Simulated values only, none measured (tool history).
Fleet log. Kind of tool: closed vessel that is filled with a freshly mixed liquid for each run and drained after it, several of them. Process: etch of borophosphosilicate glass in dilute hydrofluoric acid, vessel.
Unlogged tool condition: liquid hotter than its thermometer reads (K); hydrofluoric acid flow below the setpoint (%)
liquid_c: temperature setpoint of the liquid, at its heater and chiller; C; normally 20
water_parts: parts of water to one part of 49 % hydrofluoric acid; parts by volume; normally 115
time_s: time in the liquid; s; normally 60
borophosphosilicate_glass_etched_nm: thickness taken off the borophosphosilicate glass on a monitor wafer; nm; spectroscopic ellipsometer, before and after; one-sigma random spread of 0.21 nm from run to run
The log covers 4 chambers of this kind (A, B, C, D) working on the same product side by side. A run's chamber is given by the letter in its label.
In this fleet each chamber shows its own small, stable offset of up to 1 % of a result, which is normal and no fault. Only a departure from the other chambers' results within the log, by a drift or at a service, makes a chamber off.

run	hour	liquid_c	water_parts	time_s	hours since the thermometer was replaced	hours since the hydrofluoric acid flow meter was replaced	read-back film thickness of the borophosphosilicate glass reference wafer, read on the same gauge (nm)	borophosphosilicate_glass_etched_nm
1B	3.8	20	115	60	166.6	693.4	89.999	31.187
2C	6.8	20	115	60	77.1	732.5	90.003	31.618
3A	11.2	20	115	60	472.5	938.6	89.977	31.48
4D	14.9	20	115	60	724.8	1640.5	90.023	31.247
5B	19.7	17	115	60	182.5	709.3	89.989	27.837
6A	25.8	17	115	60	487.1	953.2	89.991	27.612
7C	28.9	17	115	60	99.2	754.6	89.997	27.432
8D	32.1	17	115	60	742	1657.7	90.019	27.339
9A	37.7	20	115	60	499	965.1	90.018	31.48
10C	40.5	20	115	60	110.8	766.2	90.028	31.114
11B	44.8	23	170	60	207.6	734.4	89.998	22.441
12D	48.1	23	170	60	758	1673.7	89.973	22.301
13D	51	23	170	60	760.9	1676.6	89.996	22.469
14A	55.1	23	170	60	516.4	982.5	90.03	22.834
15B	60.1	20	115	60	222.9	749.7	90.025	31.685
16C	65.6	20	115	60	135.9	791.3	90.036	30.714
17A	68.6	20	115	60	529.9	996	89.98	31.579
18B	73.1	20	115	60	235.9	762.7	90.016	31.132
19C	78.3	20	115	60	148.6	804	90.014	30.83
20D	81.3	20	115	60	791.2	1706.9	90.016	31.317
21B	86.9	20	115	60	249.7	776.5	89.965	31.393
22D	92.8	20	115	60	802.7	1718.4	90.015	31.008
23A	98.9	20	115	60	560.2	1026.3	89.975	31.099
24C	102.3	20	115	60	172.6	828	90.019	30.369
25A	105.6	20	115	60	566.9	1033	90.029	31.158
26D	111.5	20	115	60	821.4	1737.1	89.997	31.439
27C	116.5	20	115	60	186.8	842.2	90.007	29.805
28B	122.3	18	115	50	285.1	811.9	89.974	23.914
29D	128.1	18	115	50	838	1753.7	89.977	23.783
30C	132.8	18	115	50	203.1	858.5	90.004	22.622
31A	135.7	18	115	50	597	1063.1	89.999	24.224
32B	140.6	20	115	60	303.4	830.2	89.974	31.159
33A	146	20	115	60	607.3	1073.4	90.024	31.117
34C	149.1	20	115	60	219.4	874.8	89.973	29.281
35D	154.7	20	115	60	864.6	1780.3	90.011	31.36
36B	157.8	20	115	60	320.6	847.4	89.991	31.489
37A	160.4	20	115	60	621.7	1087.8	89.999	31.537
38B	165.3	20	115	60	328.1	854.9	90.026	31.658
39C	168.9	20	115	60	239.2	894.6	89.956	28.767
40D	174.7	20	115	60	884.6	1800.3	90.018	31.087
41C	178.5	20	115	60	248.8	904.2	90.04	28.678
42A	184.7	20	115	60	646	1112.1	89.98	31.589
43B	190.6	20	115	60	353.4	880.2	89.975	31.458

Each of the 4 chambers runs these same settings next. Fill in every chamber's results:
44A	195	18.5	115	60				?
44B	195	18.5	115	60				?
44C	195	18.5	115	60				?
44D	195	18.5	115	60				?

run	borophosphosilicate_glass_etched_nm
44A	29.521
44B	29.351
44C	26.699
44D	29.332
